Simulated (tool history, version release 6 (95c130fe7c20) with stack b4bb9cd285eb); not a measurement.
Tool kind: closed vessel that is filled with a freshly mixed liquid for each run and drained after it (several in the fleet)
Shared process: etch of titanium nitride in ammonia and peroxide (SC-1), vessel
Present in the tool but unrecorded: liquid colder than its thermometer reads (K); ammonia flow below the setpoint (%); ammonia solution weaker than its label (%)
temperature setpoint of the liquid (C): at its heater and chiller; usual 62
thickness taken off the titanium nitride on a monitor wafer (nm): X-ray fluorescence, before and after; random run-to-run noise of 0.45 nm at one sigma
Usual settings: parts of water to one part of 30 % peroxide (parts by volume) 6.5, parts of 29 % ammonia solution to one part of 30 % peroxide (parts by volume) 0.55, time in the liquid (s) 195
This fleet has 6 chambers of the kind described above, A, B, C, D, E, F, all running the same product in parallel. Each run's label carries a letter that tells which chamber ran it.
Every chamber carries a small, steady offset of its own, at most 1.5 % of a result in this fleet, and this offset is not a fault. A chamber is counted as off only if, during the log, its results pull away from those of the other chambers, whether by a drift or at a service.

run   hour  temperature setpoint of the liquid (C)  parts of water to one part of 30 % peroxide (parts by volume)  parts of 29 % ammonia solution to one part of 30 % peroxide (parts by volume)  time in the liquid (s)  hours since the thermometer was replaced  hours since the ammonia flow meter was replaced  hours since the drum of ammonia solution was connected  read-back film thickness of the titanium nitride reference wafer, read on the same gauge (nm)  thickness taken off the titanium nitride on a monitor wafer (nm)
       2.7  -- chamber B: new drum of ammonia solution connected
 1C    6.3                                      62                                                            6.5                                                                           0.55                     195                                    1053.7                                            416.6                                                   666.1                                                                                            110                                                            54.774
 2A   14.3                                      62                                                            6.5                                                                           0.55                     195                                      1365                                           2479.4                                                   271.4                                                                                            110                                                            54.626
 3F   22.5                                      62                                                            6.5                                                                           0.55                     195                                     986.5                                            929.4                                                     118                                                                                         109.99                                                            54.949
 4D   33.3                                      62                                                            6.5                                                                           0.55                     195                                     252.4                                            757.8                                                     153                                                                                            110                                                            54.636
 5E   43.7                                      62                                                            6.5                                                                           0.55                     195                                    1677.1                                            590.1                                                   194.6                                                                                         109.98                                                            54.038
 6B   52.1                                      62                                                            6.5                                                                           0.55                     195                                     121.4                                            257.2                                                    49.4                                                                                            110                                                            55.293
      53.6  -- chamber A: new drum of ammonia solution connected
 7F   62.4                                      62                                                            6.5                                                                           0.55                     195                                    1026.4                                            969.3                                                   157.9                                                                                         110.03                                                            56.181
      72.1  -- chamber E: new drum of ammonia solution connected
 8E   73.6                                      62                                                              5                                                                           0.25                     195                                      1707                                              620                                                     1.5                                                                                         109.99                                                            54.006
 9C   82.2                                      62                                                              5                                                                           0.25                     195                                    1129.6                                            492.5                                                     742                                                                                            110                                                            55.679
10A   91.6                                      62                                                              5                                                                           0.25                     195                                    1442.3                                           2556.7                                                    38.1                                                                                            110                                                            54.395
11D   97.9                                      62                                                              5                                                                           0.25                     195                                       317                                            822.4                                                   217.6                                                                                         109.99                                                            53.985
     100.6  -- chamber F: ammonia flow meter replaced
12B  104.5                                      62                                                              5                                                                           0.25                     195                                     173.8                                            309.6                                                   101.8                                                                                         110.02                                                            54.363
13D  114.4                                      62                                                              5                                                                           0.25                     195                                     333.5                                            838.9                                                   234.1                                                                                         110.03                                                            55.043
14F  125.5                                      62                                                            6.5                                                                           0.55                     195                                    1089.5                                             24.9                                                     221                                                                                         109.98                                                            55.016
     127.6  -- chamber C: ammonia flow meter replaced
15A  136.5                                      62                                                            6.5                                                                           0.55                     195                                    1487.2                                           2601.6                                                      83                                                                                         110.02                                                             53.77
16E  144.9                                    53.5                                                            6.5                                                                            0.4                     195                                    1778.3                                            691.3                                                    72.8                                                                                         109.99                                                            29.023
17C  154.7                                    53.5                                                            6.5                                                                            0.4                     195                                    1202.1                                             27.1                                                   814.5                                                                                         109.99                                                            29.055
     158.6  -- chamber D: ammonia flow meter replaced
18B  160.1                                    53.5                                                            6.5                                                                            0.4                     195                                     229.4                                            365.2                                                   157.4                                                                                         110.01                                                            29.637
     166.7  -- chamber C: new drum of ammonia solution connected
19E  169.6                                    53.5                                                            6.5                                                                            0.4                     195                                      1803                                              716                                                    97.5                                                                                         109.99                                                            29.142
     176.6  -- chamber D: new drum of ammonia solution connected
20C  176.7                                    53.5                                                            6.5                                                                            0.4                     195                                    1224.1                                             49.1                                                    10.1                                                                                         109.99                                                            29.165
21B  187.8                                    53.5                                                            6.5                                                                            0.4                     195                                     257.1                                            392.9                                                   185.1                                                                                         110.02                                                            29.603
22A  195.7                                      62                                                            6.5                                                                           0.55                     195                                    1546.4                                           2660.8                                                   142.2                                                                                         109.98                                                            54.123
23F  205.7                                      62                                                            6.5                                                                           0.55                     195                                    1169.7                                            105.1                                                   301.2                                                                                         110.01                                                             55.49
24D  216.6                                      62                                                            6.5                                                                            0.7                     195                                     435.7                                               58                                                      40                                                                                            110                                                            57.022
25D  222.3                                      62                                                            6.5                                                                            0.7                     195                                     441.4                                             63.7                                                    45.7                                                                                            110                                                            56.458
26B  227.7                                      62                                                            6.5                                                                            0.7                     195                                       297                                            432.8                                                     225                                                                                         110.01                                                            56.888
27E  233.3                                      62                                                            6.5                                                                            0.7                     195                                    1866.7                                            779.7                                                   161.2                                                                                         110.04                                                             55.87
28C  240.4                                      62                                                            6.5                                                                            0.7                     195                                    1287.8                                            112.8                                                    73.8                                                                                         109.98                                                            54.824
29A  251.4                                      62                                                            6.5                                                                            0.7                     195                                    1602.1                                           2716.5                                                   197.9                                                                                         110.01                                                            57.029
30F  257.4                                      62                                                            6.5                                                                           0.55                     195                                    1221.4                                            156.8                                                   352.9                                                                                         109.98                                                            54.972
31D  263.6                                      62                                                            6.5                                                                           0.55                     195                                     482.7                                              105                                                      87                                                                                            110                                                            55.071
     265.4  -- chamber A: ammonia flow meter replaced
32B  274.7                                      62                                                            6.5                                                                           0.55                     195                                       344                                            479.8                                                     272                                                                                         110.02                                                            55.201
33E  286.1                                      62                                                            6.5                                                                           0.55                     195                                    1919.5                                            832.5                                                     214                                                                                            110                                                            54.582
34C  292.8                                      62                                                            6.5                                                                           0.55                     195                                    1340.2                                            165.2                                                   126.2                                                                                         110.01                                                            50.616
35F  299.7                                      62                                                              5                                                                           0.55                     195                                    1263.7                                            199.1                                                   395.2                                                                                            110                                                            62.793
36A  305.6                                      62                                                              5                                                                           0.55                     195                                    1656.3                                             40.2                                                   252.1                                                                                         110.02                                                            63.045
37D  312.7                                      62                                                              5                                                                           0.55                     195                                     531.8                                            154.1                                                   136.1                                                                                         110.01                                                            62.259

Next, all 6 chambers run the settings below, one line each with question marks for the results. What does each chamber give?
38A  321.4                                      62                                                            6.5                                                                           0.55                     195                                                                                                                                                                                                                                                                                                                   ?
38B  321.4                                      62                                                            6.5                                                                           0.55                     195                                                                                                                                                                                                                                                                                                                   ?
38C  321.4                                      62                                                            6.5                                                                           0.55                     195                                                                                                                                                                                                                                                                                                                   ?
38D  321.4                                      62                                                            6.5                                                                           0.55                     195                                                                                                                                                                                                                                                                                                                   ?
38E  321.4                                      62                                                            6.5                                                                           0.55                     195                                                                                                                                                                                                                                                                                                                   ?
38F  321.4                                      62                                                            6.5                                                                           0.55                     195                                                                                                                                                                                                                                                                                                                   ?

run  thickness taken off the titanium nitride on a monitor wafer (nm)
38A                                                            54.394
38B                                                            54.573
38C                                                            50.951
38D                                                            53.909
38E                                                            54.457
38F                                                            55.367

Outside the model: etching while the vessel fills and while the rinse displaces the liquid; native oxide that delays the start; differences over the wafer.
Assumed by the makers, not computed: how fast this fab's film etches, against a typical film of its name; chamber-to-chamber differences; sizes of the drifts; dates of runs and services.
